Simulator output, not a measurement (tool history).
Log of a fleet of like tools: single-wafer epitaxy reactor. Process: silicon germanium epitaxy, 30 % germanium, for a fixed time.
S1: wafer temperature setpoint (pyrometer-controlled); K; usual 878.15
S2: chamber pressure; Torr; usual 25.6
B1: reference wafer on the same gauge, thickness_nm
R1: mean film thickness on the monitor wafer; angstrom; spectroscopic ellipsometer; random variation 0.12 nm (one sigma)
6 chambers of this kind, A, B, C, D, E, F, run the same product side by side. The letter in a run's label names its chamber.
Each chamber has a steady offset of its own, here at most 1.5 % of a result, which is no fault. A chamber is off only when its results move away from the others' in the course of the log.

run,hour,S1,S2,B1,R1
1B,6.6,878.15,25.6,79.685,719.46
2A,12.3,878.15,25.6,79.665,702.23
3D,19.1,878.15,25.6,79.645,707.79
4C,25.9,878.15,25.6,79.691,711.67
5E,31.0,878.15,25.6,79.636,710.21
6F,37.5,878.15,25.6,79.588,707.49
7D,43.8,878.15,25.6,79.577,707.74
8B,49.0,878.15,25.6,79.569,717.69
9F,55.4,878.15,25.6,79.561,704.69
10C,60.2,878.15,25.6,79.527,710.48
11A,64.1,878.15,25.6,79.523,699.06
12E,69.5,878.15,25.6,79.512,710.21
13F,76.1,878.15,25.6,79.549,704.19
14A,81.6,878.15,25.6,79.466,700.52
15B,87.2,878.15,25.6,79.467,716.74
16E,91.9,878.15,25.6,79.477,710.33
17D,98.8,878.15,25.6,79.425,707.58
18C,104.7,878.15,25.6,79.444,708.72
19F,111.5,878.15,25.6,79.447,705.50
20E,117.2,878.15,25.6,79.389,707.51
21C,121.8,878.15,25.6,79.387,709.03
22A,128.4,878.15,25.6,79.400,702.76
23B,132.2,878.15,25.6,79.390,717.27
24D,137.1,878.15,25.6,79.353,704.95
25C,140.9,878.15,25.6,79.348,709.47
26A,146.3,878.15,25.6,79.371,700.28
27F,149.7,878.15,25.6,79.324,702.19
28B,155.9,878.15,25.6,79.332,713.53
# hour 157.3: chamber F: pyrometer calibrated
29D,163.0,878.15,25.6,79.292,704.74
30E,168.0,878.15,25.6,79.278,708.63
31F,172.1,878.15,25.6,79.283,703.34
32B,175.9,886.15,30.6,79.251,881.90
33C,179.5,886.15,30.6,79.270,879.59
34E,184.4,886.15,30.6,79.248,876.14
35D,191.0,886.15,30.6,79.249,874.12
36A,195.8,886.15,30.6,79.216,867.83
37F,200.9,886.15,30.6,79.203,871.96
38B,204.2,878.15,25.6,79.196,713.69
39E,209.4,866.15,28.7,79.178,597.65

Next, every chamber runs the same settings. What will each give?
40A,214.6,886.15,25.6,,?
40B,214.6,886.15,25.6,,?
40C,214.6,886.15,25.6,,?
40D,214.6,886.15,25.6,,?
40E,214.6,886.15,25.6,,?
40F,214.6,886.15,25.6,,?

run,R1
40A,808.01
40B,821.17
40C,817.47
40D,811.97
40E,815.98
40F,811.50
